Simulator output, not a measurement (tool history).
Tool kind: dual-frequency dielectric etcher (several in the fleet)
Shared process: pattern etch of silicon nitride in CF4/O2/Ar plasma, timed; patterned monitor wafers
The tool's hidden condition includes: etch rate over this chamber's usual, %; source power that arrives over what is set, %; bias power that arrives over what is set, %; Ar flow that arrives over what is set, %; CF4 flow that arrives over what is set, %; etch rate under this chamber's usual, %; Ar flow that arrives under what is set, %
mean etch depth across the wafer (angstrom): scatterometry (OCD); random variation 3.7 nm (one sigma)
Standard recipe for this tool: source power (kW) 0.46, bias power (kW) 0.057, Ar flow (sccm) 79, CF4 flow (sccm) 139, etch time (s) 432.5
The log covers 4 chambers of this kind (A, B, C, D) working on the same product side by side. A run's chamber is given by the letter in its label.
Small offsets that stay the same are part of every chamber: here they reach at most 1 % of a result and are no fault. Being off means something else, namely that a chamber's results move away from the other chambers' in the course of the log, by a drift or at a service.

run   hour  source power (kW)  bias power (kW)  Ar flow (sccm)  CF4 flow (sccm)  etch time (s)  hours since the last wet clean  hours since the last source power generator calibration  hours since the last bias power generator calibration  hours since the last Ar flow controller change  hours since the last CF4 flow controller change  read-back reference wafer on the same gauge, depth_nm  mean etch depth across the wafer (angstrom)
 1B      6               0.46            0.057              79              139          432.5                           288.5                                                   4221.4                                                   21.5                                          1684.2                                           1130.2                                                 734.76                                       8638.6
 2A   10.5               0.46            0.057              79              139          432.5                           306.2                                                    251.2                                                  921.8                                            1212                                             26.4                                                  734.3                                       8635.6
 3D   17.5               0.46            0.057              79              139          432.5                             309                                                      639                                                 2773.8                                           301.5                                           2578.8                                                 733.94                                       8552.7
 4C   25.3               0.46            0.057              79              139          432.5                           230.1                                                   2670.2                                                 1692.3                                           334.7                                           1615.8                                                 733.74                                       8448.2
 5D   32.8               0.46            0.057              79              139          432.5                           324.3                                                    654.3                                                 2789.1                                           316.8                                           2594.1                                                 734.54                                       8504.1
 6A   38.2               0.46            0.046              79              139            343                           333.9                                                    278.9                                                  949.5                                          1239.7                                             54.1                                                 734.37                                       6318.1
 7B   42.9               0.46            0.046              79              139            343                           325.4                                                   4258.3                                                   58.4                                          1721.1                                           1167.1                                                  734.6                                       6330.5
 8C     49               0.46            0.046              79              139            343                           253.8                                                   2693.9                                                   1716                                           358.4                                           1639.5                                                 734.67                                       6249.9
 9D   55.2               0.46            0.046              79              139            343                           346.7                                                    676.7                                                 2811.5                                           339.2                                           2616.5                                                 733.53                                       6263.1
10C   63.4               0.46            0.057              79              139          432.5                           268.2                                                   2708.3                                                 1730.4                                           372.8                                           1653.9                                                 734.21                                       8498.8
11A   67.8               0.46             0.05              79              168          432.5                           363.5                                                    308.5                                                  979.1                                          1269.3                                             83.7                                                 734.31                                       8429.7
12B   75.6               0.46             0.05              79              168          432.5                           358.1                                                     4291                                                   91.1                                          1753.8                                           1199.8                                                 733.19                                       8346.1
13D   84.4               0.46             0.05              79              168          432.5                           375.9                                                    705.9                                                 2840.7                                           368.4                                           2645.7                                                 733.71                                       8244.8
      84.9  -- chamber D: wet clean of the chamber
14B   91.5               0.46             0.05              79              168          432.5                             374                                                   4306.9                                                    107                                          1769.7                                           1215.7                                                 734.84                                       8307.1
15C   96.6               0.46            0.057              79              139          432.5                           301.4                                                   2741.5                                                 1763.6                                             406                                           1687.1                                                    733                                       8435.1
16A  102.1               0.46            0.057              79              139          432.5                           397.8                                                    342.8                                                 1013.4                                          1303.6                                              118                                                 734.31                                       8631.9
17D    106               0.46            0.057              79              139          432.5                            21.1                                                    727.5                                                 2862.3                                             390                                           2667.3                                                  734.4                                       8889.2
18A    111               0.46            0.057              79              139          432.5                           406.7                                                    351.7                                                 1022.3                                          1312.5                                            126.9                                                 734.52                                       8630.6
     117.3  -- chamber A: wet clean of the chamber
19C  118.3               0.46            0.057              79              139          432.5                           323.1                                                   2763.2                                                 1785.3                                           427.7                                           1708.8                                                 733.99                                       8509.7
20B  127.1               0.46            0.057              79              139          432.5                           409.6                                                   4342.5                                                  142.6                                          1805.3                                           1251.3                                                 733.42                                       8576.5
21B  132.5               0.46            0.068              79              156          432.5                             415                                                   4347.9                                                    148                                          1810.7                                           1256.7                                                 733.71                                       9219.5
22A  141.2               0.46            0.068              79              156          432.5                              24                                                    381.9                                                 1052.5                                          1342.7                                            157.1                                                 733.22                                       9196.6
23C  148.1               0.46            0.068              79              156          432.5                           352.9                                                     2793                                                 1815.1                                           457.5                                           1738.6                                                 734.39                                       9136.7
24D  154.3               0.46            0.068              79              156          432.5                            69.4                                                    775.8                                                 2910.6                                           438.3                                           2715.6                                                 734.04                                       9630.3
25C  162.1               0.46            0.057              72              139          432.5                           366.9                                                     2807                                                 1829.1                                           471.5                                           1752.6                                                 733.07                                       8542.9
26A  168.1               0.46            0.057              72              139          432.5                            50.9                                                    408.8                                                 1079.4                                          1369.6                                              184                                                 733.89                                       8685.1
27D  172.4               0.46            0.057              72              139          432.5                            87.5                                                    793.9                                                 2928.7                                           456.4                                           2733.7                                                 734.68                                       8960.8
28B  178.6               0.46            0.057              72              139          432.5                           461.1                                                     4394                                                  194.1                                          1856.8                                           1302.8                                                 733.63                                       8653.3
29B  182.7               0.46            0.057              79              139          432.5                           465.2                                                   4398.1                                                  198.2                                          1860.9                                           1306.9                                                 734.18                                       8548.8
30A  187.3               0.46            0.057              79              139          432.5                            70.1                                                      428                                                 1098.6                                          1388.8                                            203.2                                                 733.42                                       8560.9
31D  191.2               0.46            0.057              79              139          432.5                           106.3                                                    812.7                                                 2947.5                                           475.2                                           2752.5                                                 734.02                                       8809.5
32C  196.6               0.46            0.057              79              139          432.5                           401.4                                                   2841.5                                                 1863.6                                             506                                           1787.1                                                 733.87                                       8490.6
33A  204.5               0.46            0.057              79              139          432.5                            87.3                                                    445.2                                                 1115.8                                            1406                                            220.4                                                 733.82                                       8577.7
34B  213.3               0.46            0.057              79              139          432.5                           495.8                                                   4428.7                                                  228.8                                          1891.5                                           1337.5                                                 733.46                                       8665.2

All 4 chambers run these settings next. Forecast each chamber's results:
35A  219.7               0.46            0.047              79              139          432.5                                                                                                                                                                                                                                                                                                                                                    ?
35B  219.7               0.46            0.047              79              139          432.5                                                                                                                                                                                                                                                                                                                                                    ?
35C  219.7               0.46            0.047              79              139          432.5                                                                                                                                                                                                                                                                                                                                                    ?
35D  219.7               0.46            0.047              79              139          432.5                                                                                                                                                                                                                                                                                                                                                    ?

run  mean etch depth across the wafer (angstrom)
35A                                       8004.4
35B                                       8047.2
35C                                       7926.1
35D                                       8355.7
